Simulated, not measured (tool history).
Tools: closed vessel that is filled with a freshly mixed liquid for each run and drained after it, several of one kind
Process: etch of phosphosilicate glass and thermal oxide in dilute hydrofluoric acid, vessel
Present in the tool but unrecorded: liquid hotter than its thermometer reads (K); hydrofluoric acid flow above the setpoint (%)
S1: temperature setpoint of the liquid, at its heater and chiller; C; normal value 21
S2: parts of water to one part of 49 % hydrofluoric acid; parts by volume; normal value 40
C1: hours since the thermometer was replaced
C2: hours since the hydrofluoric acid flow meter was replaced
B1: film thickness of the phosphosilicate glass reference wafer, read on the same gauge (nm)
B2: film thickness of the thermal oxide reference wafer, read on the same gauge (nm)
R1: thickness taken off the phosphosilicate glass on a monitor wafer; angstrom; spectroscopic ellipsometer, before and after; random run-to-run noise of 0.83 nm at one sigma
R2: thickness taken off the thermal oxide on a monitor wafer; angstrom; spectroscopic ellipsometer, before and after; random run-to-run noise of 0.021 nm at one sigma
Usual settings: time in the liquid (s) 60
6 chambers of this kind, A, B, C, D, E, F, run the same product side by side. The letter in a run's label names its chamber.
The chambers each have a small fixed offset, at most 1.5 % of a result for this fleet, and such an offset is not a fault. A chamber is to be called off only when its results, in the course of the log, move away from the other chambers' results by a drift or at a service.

Run 1C, hour 7.3: usual settings; C1 1655; C2 543.3; B1 39.993; B2 150.03. Result: R1 963.24 angstrom, R2 67.611 angstrom.
Run 2F, hour 17: usual settings; C1 709.1; C2 38.3; B1 39.988; B2 149.94. Result: R1 977.54 angstrom, R2 65.822 angstrom.
Run 3D, hour 24.3: usual settings; C1 1576.3; C2 760.7; B1 39.999; B2 149.99. Result: R1 971.58 angstrom, R2 67.177 angstrom.
Run 4B, hour 29.7: usual settings; C1 2112.8; C2 943.3; B1 40.063; B2 149.99. Result: R1 990.6 angstrom, R2 67.55 angstrom.
Run 5A, hour 36.5: usual settings; C1 218.8; C2 587.3; B1 39.968; B2 149.95. Result: R1 986.15 angstrom, R2 66.385 angstrom.
Run 6E, hour 42.6: usual settings; C1 169.4; C2 224.2; B1 40.007; B2 149.98. Result: R1 967.55 angstrom, R2 67.041 angstrom.
Run 7B, hour 46.8: usual settings; C1 2129.9; C2 960.4; B1 39.995; B2 150. Result: R1 989.79 angstrom, R2 67.614 angstrom.
Run 8E, hour 51.4: usual settings; C1 178.2; C2 233; B1 40.012; B2 150.01. Result: R1 974.4 angstrom, R2 67.223 angstrom.
Run 9D, hour 58: usual settings but S1 17 C, S2 55 parts by volume; C1 1610; C2 794.4; B1 40.002; B2 150. Result: R1 577.97 angstrom, R2 40.581 angstrom.
Run 10F, hour 65.7: usual settings but S1 17 C, S2 55 parts by volume; C1 757.8; C2 87; B1 40.011; B2 150.01. Result: R1 580.56 angstrom, R2 39.863 angstrom.
Run 11A, hour 73.3: usual settings but S1 17 C, S2 55 parts by volume; C1 255.6; C2 624.1; B1 40.022; B2 150.01. Result: R1 581 angstrom, R2 39.933 angstrom.
Run 12C, hour 83: usual settings but S1 17 C, S2 55 parts by volume; C1 1730.7; C2 619; B1 40.007; B2 149.96. Result: R1 591.96 angstrom, R2 40.52 angstrom.
Run 13B, hour 87.7: usual settings but S1 17 C, S2 55 parts by volume; C1 2170.8; C2 1001.3; B1 40.004; B2 149.98. Result: R1 597.53 angstrom, R2 40.951 angstrom.
Run 14C, hour 96.3: usual settings but S1 17 C, S2 55 parts by volume; C1 1744; C2 632.3; B1 40.045; B2 150.02. Result: R1 582.45 angstrom, R2 40.727 angstrom.
Run 15A, hour 106.2: usual settings but S1 24.5 C, S2 30 parts by volume; C1 288.5; C2 657; B1 39.981; B2 150. Result: R1 1500.2 angstrom, R2 104.16 angstrom.
Run 16D, hour 115.3: usual settings but S1 24.5 C, S2 30 parts by volume; C1 1667.3; C2 851.7; B1 40.018; B2 150.02. Result: R1 1526.2 angstrom, R2 105.7 angstrom.
Run 17F, hour 120: usual settings but S1 24.5 C, S2 30 parts by volume; C1 812.1; C2 141.3; B1 39.989; B2 150.04. Result: R1 1530.6 angstrom, R2 103.26 angstrom.
Run 18E, hour 127: usual settings but S1 24.5 C, S2 30 parts by volume; C1 253.8; C2 308.6; B1 40.015; B2 150. Result: R1 1534.7 angstrom, R2 105.37 angstrom.
Run 19F, hour 135.7: usual settings but S1 24.5 C, S2 30 parts by volume; C1 827.8; C2 157; B1 39.995; B2 150.02. Result: R1 1519.5 angstrom, R2 103.72 angstrom.
At hour 138.6: chamber C: thermometer replaced.
Run 20D, hour 140.4: usual settings but S1 24.5 C, S2 30 parts by volume; C1 1692.4; C2 876.8; B1 40.008; B2 150.02. Result: R1 1536.4 angstrom, R2 105.54 angstrom.
Run 21A, hour 147.2: usual settings; C1 329.5; C2 698; B1 39.99; B2 149.97. Result: R1 959.59 angstrom, R2 66.008 angstrom.
Run 22E, hour 151.9: usual settings; C1 278.7; C2 333.5; B1 39.995; B2 150. Result: R1 971.05 angstrom, R2 67.467 angstrom.
Run 23B, hour 160.3: usual settings; C1 2243.4; C2 1073.9; B1 39.986; B2 149.98. Result: R1 987.08 angstrom, R2 67.889 angstrom.
Run 24C, hour 169: usual settings; C1 30.5; C2 705; B1 39.953; B2 149.98. Result: R1 980.24 angstrom, R2 67.213 angstrom.
Run 25F, hour 178.1: usual settings but S1 18 C, time in the liquid (s) 35; C1 870.2; C2 199.4; B1 39.993; B2 149.99. Result: R1 501.71 angstrom, R2 33.985 angstrom.
Run 26E, hour 182.4: usual settings but S1 18 C, time in the liquid (s) 35; C1 309.2; C2 364; B1 39.993; B2 150.03. Result: R1 503.38 angstrom, R2 34.414 angstrom.
Run 27D, hour 190.4: usual settings but S1 18 C, time in the liquid (s) 35; C1 1742.4; C2 926.8; B1 40.033; B2 149.99. Result: R1 500.35 angstrom, R2 34.454 angstrom.
Run 28A, hour 197.8: usual settings but S1 18 C, time in the liquid (s) 35; C1 380.1; C2 748.6; B1 39.992; B2 150.05. Result: R1 496.74 angstrom, R2 33.968 angstrom.
Run 29B, hour 205.4: usual settings but S1 18 C, time in the liquid (s) 35; C1 2288.5; C2 1119; B1 39.988; B2 150. Result: R1 502.22 angstrom, R2 34.686 angstrom.
Run 30C, hour 213.9: usual settings but S1 18 C, time in the liquid (s) 35; C1 75.4; C2 749.9; B1 40.017; B2 150.01. Result: R1 507.24 angstrom, R2 34.568 angstrom.
Run 31E, hour 219.8: usual settings; C1 346.6; C2 401.4; B1 39.983; B2 150.02. Result: R1 976.76 angstrom, R2 67.683 angstrom.
Run 32A, hour 228.9: usual settings; C1 411.2; C2 779.7; B1 40.019; B2 150.01. Result: R1 976.43 angstrom, R2 66.158 angstrom.
Run 33B, hour 237.2: usual settings; C1 2320.3; C2 1150.8; B1 39.982; B2 149.95. Result: R1 986.09 angstrom, R2 67.331 angstrom.
Run 34C, hour 244.6: usual settings; C1 106.1; C2 780.6; B1 39.959; B2 149.99. Result: R1 979.54 angstrom, R2 67.361 angstrom.
Run 35F, hour 251.5: usual settings; C1 943.6; C2 272.8; B1 39.968; B2 150.01. Result: R1 983.64 angstrom, R2 66.427 angstrom.
Run 36D, hour 257.3: usual settings; C1 1809.3; C2 993.7; B1 40; B2 150. Result: R1 978.66 angstrom, R2 66.961 angstrom.
Run 37F, hour 263.1: usual settings; C1 955.2; C2 284.4; B1 39.98; B2 150.01. Result: R1 993.94 angstrom, R2 66.006 angstrom.

One chamber off, gauge drift, or nothing amiss beyond the chambers' own small offsets? If it is a chamber, which one, and what is the likeliest cause?

Nothing is wrong: each chamber keeps only its own small, steady offset and the gauge holds still.

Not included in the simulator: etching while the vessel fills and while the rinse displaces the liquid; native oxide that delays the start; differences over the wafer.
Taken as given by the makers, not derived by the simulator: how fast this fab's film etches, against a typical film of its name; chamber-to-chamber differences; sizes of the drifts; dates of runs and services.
